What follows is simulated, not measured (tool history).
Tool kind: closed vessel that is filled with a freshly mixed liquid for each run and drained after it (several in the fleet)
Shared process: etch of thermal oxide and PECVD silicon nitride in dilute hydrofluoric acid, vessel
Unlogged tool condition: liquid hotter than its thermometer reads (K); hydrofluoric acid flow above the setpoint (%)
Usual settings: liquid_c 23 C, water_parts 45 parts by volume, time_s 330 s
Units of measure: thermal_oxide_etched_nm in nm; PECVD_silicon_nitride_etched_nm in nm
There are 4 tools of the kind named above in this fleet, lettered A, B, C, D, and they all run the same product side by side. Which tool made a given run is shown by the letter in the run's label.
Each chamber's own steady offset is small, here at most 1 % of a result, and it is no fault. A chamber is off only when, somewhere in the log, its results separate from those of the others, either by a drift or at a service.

run   hour  liquid_c  water_parts  time_s  hours since the thermometer was replaced  hours since the hydrofluoric acid flow meter was replaced  read-back film thickness of the thermal oxide reference wafer, read on the same gauge (nm)  read-back film thickness of the PECVD silicon nitride reference wafer, read on the same gauge (nm)  thermal_oxide_etched_nm  PECVD_silicon_nitride_etched_nm
 1A    7.8        23           45     330                                     148.8                                                      881.9                                                                                      139.98                                                                                              150.01                   36.334                           21.936
 2B   12.9        23           45     330                                     338.2                                                      600.4                                                                                         140                                                                                              150.01                   35.494                            22.15
 3C   23.1        23           45     330                                    1636.2                                                      715.4                                                                                      140.01                                                                                              149.99                   35.887                           21.628
 4D   32.2        23           45     330                                    1201.2                                                     1300.3                                                                                      140.02                                                                                              150.04                   35.526                           21.828
 5C   37.6        23           45     330                                    1650.7                                                      729.9                                                                                      140.02                                                                                              150.01                   35.894                           21.785
 6A   44.6        23           45     330                                     185.6                                                      918.7                                                                                      140.01                                                                                              150.01                   35.423                           21.957
 7B   49.5        23           45     330                                     374.8                                                        637                                                                                      140.01                                                                                              149.98                   35.799                           22.002
 8D   59.1        23           45     330                                    1228.1                                                     1327.2                                                                                         140                                                                                              150.01                   35.814                           21.573
 9C   68.8        23           45     330                                    1681.9                                                      761.1                                                                                      139.99                                                                                              149.97                   36.011                           21.935
10D   77.8        23           45     330                                    1246.8                                                     1345.9                                                                                      140.04                                                                                                 150                   35.112                           22.016
11A   86.5        23           45     330                                     227.5                                                      960.6                                                                                      140.03                                                                                                 150                   35.282                           21.784
12B   96.6        25           55     330                                     421.9                                                      684.1                                                                                         140                                                                                              149.98                   31.352                           20.736
13B  101.6        25           55     330                                     426.9                                                      689.1                                                                                         140                                                                                              149.98                   31.075                           20.241
14D  110.6        25           55     330                                    1279.6                                                     1378.7                                                                                      140.02                                                                                              150.01                   31.172                           20.659
15A  120.4        25           55     330                                     261.4                                                      994.5                                                                                         140                                                                                              150.03                   31.463                           20.459
16C  129.1        23           45     330                                    1742.2                                                      821.4                                                                                      139.98                                                                                              150.01                   35.477                           21.614
17B  133.9        23           45     330                                     459.2                                                      721.4                                                                                      139.99                                                                                              150.04                   35.482                           21.932
18D  139.5        23           45     330                                    1308.5                                                     1407.6                                                                                      140.02                                                                                              149.99                   35.158                           21.767
19C  149.3        23           45     330                                    1762.4                                                      841.6                                                                                      139.99                                                                                                 150                   35.638                           21.671
20A  159.8        23           35     210                                     300.8                                                     1033.9                                                                                      139.99                                                                                              149.96                    29.74                           17.709
21A  168.6        23           35     210                                     309.6                                                     1042.7                                                                                      140.01                                                                                              150.02                   29.661                           17.569
22D  174.9        23           35     210                                    1343.9                                                       1443                                                                                      140.02                                                                                              150.01                    29.94                           17.802
23B    182        23           35     210                                     507.3                                                      769.5                                                                                      139.98                                                                                                 150                   29.629                            17.85
24C  192.4        23           45     330                                    1805.5                                                      884.7                                                                                      140.02                                                                                              149.99                   35.801                           21.934
25B  199.3        23           45     330                                     524.6                                                      786.8                                                                                      139.99                                                                                              150.01                   35.589                           21.508
26A  206.4        23           45     330                                     347.4                                                     1080.5                                                                                         140                                                                                              149.98                   36.561                               22
27D  212.6        23           45     330                                    1381.6                                                     1480.7                                                                                      140.01                                                                                              149.99                   35.512                           22.028
28C  219.5        23           45     330                                    1832.6                                                      911.8                                                                                      139.99                                                                                              149.99                   35.614                           21.651
29C  225.6        23           45     330                                    1838.7                                                      917.9                                                                                      139.98                                                                                              150.01                   35.817                           21.799
30B  235.7        23           45     330                                       561                                                      823.2                                                                                         140                                                                                                 150                   35.588                           21.855
31A  245.4        23           45     330                                     386.4                                                     1119.5                                                                                      140.01                                                                                                 150                   35.589                           21.883
32D  251.3        23           45     220                                    1420.3                                                     1519.4                                                                                      140.01                                                                                              149.98                   23.674                           14.686
33D  259.7        23           45     220                                    1428.7                                                     1527.8                                                                                         140                                                                                                 150                   23.896                           14.663
34A  266.6        23           45     220                                     407.6                                                     1140.7                                                                                      139.99                                                                                                 150                   24.302                           14.565
35C  274.1        23           45     220                                    1887.2                                                      966.4                                                                                      139.99                                                                                              150.02                   24.107                           14.412
36B    280        23           45     330                                     605.3                                                      867.5                                                                                      140.04                                                                                              150.04                   35.852                           22.119
37A  285.7        23           45     330                                     426.7                                                     1159.8                                                                                      140.01                                                                                                 150                   35.984                           22.085
38D  293.8        23           45     330                                    1462.8                                                     1561.9                                                                                         140                                                                                              149.94                   35.744                           21.847
39C  301.8        23           45     330                                    1914.9                                                      994.1                                                                                      139.99                                                                                              149.94                   35.397                           22.039
40B  310.1        23           45     330                                     635.4                                                      897.6                                                                                      139.99                                                                                              150.02                    35.66                           22.248

Next, all 4 chambers run the settings below, one line each with question marks for the results. What does each chamber give?
41A  317.7        23           45     330                                                                                                                                                                                                                                                                                                                             ?                                ?
41B  317.7        23           45     330                                                                                                                                                                                                                                                                                                                             ?                                ?
41C  317.7        23           45     330                                                                                                                                                                                                                                                                                                                             ?                                ?
41D  317.7        23           45     330                                                                                                                                                                                                                                                                                                                             ?                                ?

run  thermal_oxide_etched_nm  PECVD_silicon_nitride_etched_nm
41A                   35.695                           21.982
41B                    34.85                            21.81
41C                   36.011                           21.411
41D                   35.967                           22.022

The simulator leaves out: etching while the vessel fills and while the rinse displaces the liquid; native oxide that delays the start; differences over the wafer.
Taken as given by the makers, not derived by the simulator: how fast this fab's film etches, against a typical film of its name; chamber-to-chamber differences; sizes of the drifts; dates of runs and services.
